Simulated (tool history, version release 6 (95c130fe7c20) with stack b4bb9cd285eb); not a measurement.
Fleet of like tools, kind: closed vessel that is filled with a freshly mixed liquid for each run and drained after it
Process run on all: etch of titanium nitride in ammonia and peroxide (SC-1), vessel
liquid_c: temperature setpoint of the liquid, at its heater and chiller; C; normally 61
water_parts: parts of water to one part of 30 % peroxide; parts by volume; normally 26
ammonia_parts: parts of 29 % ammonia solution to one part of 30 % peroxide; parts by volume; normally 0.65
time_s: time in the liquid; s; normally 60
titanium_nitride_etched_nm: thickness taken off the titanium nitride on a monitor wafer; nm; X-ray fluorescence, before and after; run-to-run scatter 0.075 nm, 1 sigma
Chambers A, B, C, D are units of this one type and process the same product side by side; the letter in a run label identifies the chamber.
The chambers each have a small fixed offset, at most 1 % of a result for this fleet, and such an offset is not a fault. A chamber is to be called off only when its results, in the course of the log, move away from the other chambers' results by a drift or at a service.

run	hour	liquid_c	water_parts	ammonia_parts	time_s	hours since the thermometer was replaced	hours since the ammonia flow meter was replaced	hours since the drum of ammonia solution was connected	read-back film thickness of the titanium nitride reference wafer, read on the same gauge (nm)	titanium_nitride_etched_nm
1B	5.5	61	26	0.65	60	754.5	449.1	296.2	70.005	8.7739
2A	16.7	61	26	0.65	60	390	293.6	173.3	70.003	8.925
3D	22.6	61	26	0.65	60	307.5	2045.5	528	69.994	8.8121
4C	30.4	61	26	0.65	60	222	168.8	139.6	69.985	8.8388
5C	39.5	66.5	26	0.65	60	231.1	177.9	148.7	70.008	12.486
6B	49.3	66.5	26	0.65	60	798.3	492.9	340	69.977	12.539
7D	57.4	66.5	26	0.65	60	342.3	2080.3	562.8	69.986	12.598
8A	65	66.5	26	0.65	60	438.3	341.9	221.6	69.986	12.775
9C	75	61	26	0.65	60	266.6	213.4	184.2	70.014	8.7387
10D	85.8	61	26	0.65	60	370.7	2108.7	591.2	70.01	9.012
11B	95.7	61	26	0.65	60	844.7	539.3	386.4	69.991	8.9878
# hour 101.4: chamber D: ammonia flow meter replaced
12A	105.4	61	26	0.65	90	478.7	382.3	262	70.01	13.506
13B	111.4	61	26	0.65	90	860.4	555	402.1	70.005	13.375
14A	122.8	61	26	0.65	90	496.1	399.7	279.4	70.018	13.403
# hour 127.5: chamber A: new drum of ammonia solution connected
15C	131.9	61	26	0.65	90	323.5	270.3	241.1	70.002	13.475
# hour 135.2: chamber A: ammonia flow meter replaced
16D	140.1	61	26	0.65	60	425	38.7	645.5	69.997	9.1229
17D	147	70	26	0.65	30	431.9	45.6	652.4	69.993	8.0685
18B	156.8	70	26	0.65	30	905.8	600.4	447.5	69.994	7.749
19A	165.9	70	26	0.65	30	539.2	30.8	38.5	70.029	7.9699
# hour 166.3: chamber C: new drum of ammonia solution connected
20C	174	70	26	0.65	30	365.6	312.4	7.7	69.987	7.6428
21B	183.4	61	26	0.65	60	932.4	627	474.1	69.975	8.8881
22C	190	61	26	0.65	60	381.6	328.4	23.7	69.969	8.8507
# hour 199.2: chamber D: new drum of ammonia solution connected
23D	201.5	61	26	0.65	60	486.4	100.1	2.3	70.041	9.4853
24A	206.9	61	26	0.65	60	580.2	71.8	79.5	70.015	8.8592
25D	212.6	61	21	0.65	60	497.5	111.2	13.4	70.002	10.744
26B	219.8	61	21	0.65	60	968.8	663.4	510.5	70.014	10.044
27C	230.8	61	21	0.65	60	422.4	369.2	64.5	70.005	10.046
28A	241.4	61	21	0.65	60	614.7	106.3	114	69.994	10.007
29A	248.3	61	26	0.65	60	621.6	113.2	120.9	69.963	9.0049

Predict what each chamber gives when all 4 of them run the settings below next.
30A	256.7	61	26	0.4	60					?
30B	256.7	61	26	0.4	60					?
30C	256.7	61	26	0.4	60					?
30D	256.7	61	26	0.4	60					?

run	titanium_nitride_etched_nm
30A	8.1673
30B	8.0423
30C	8.057
30D	8.9024
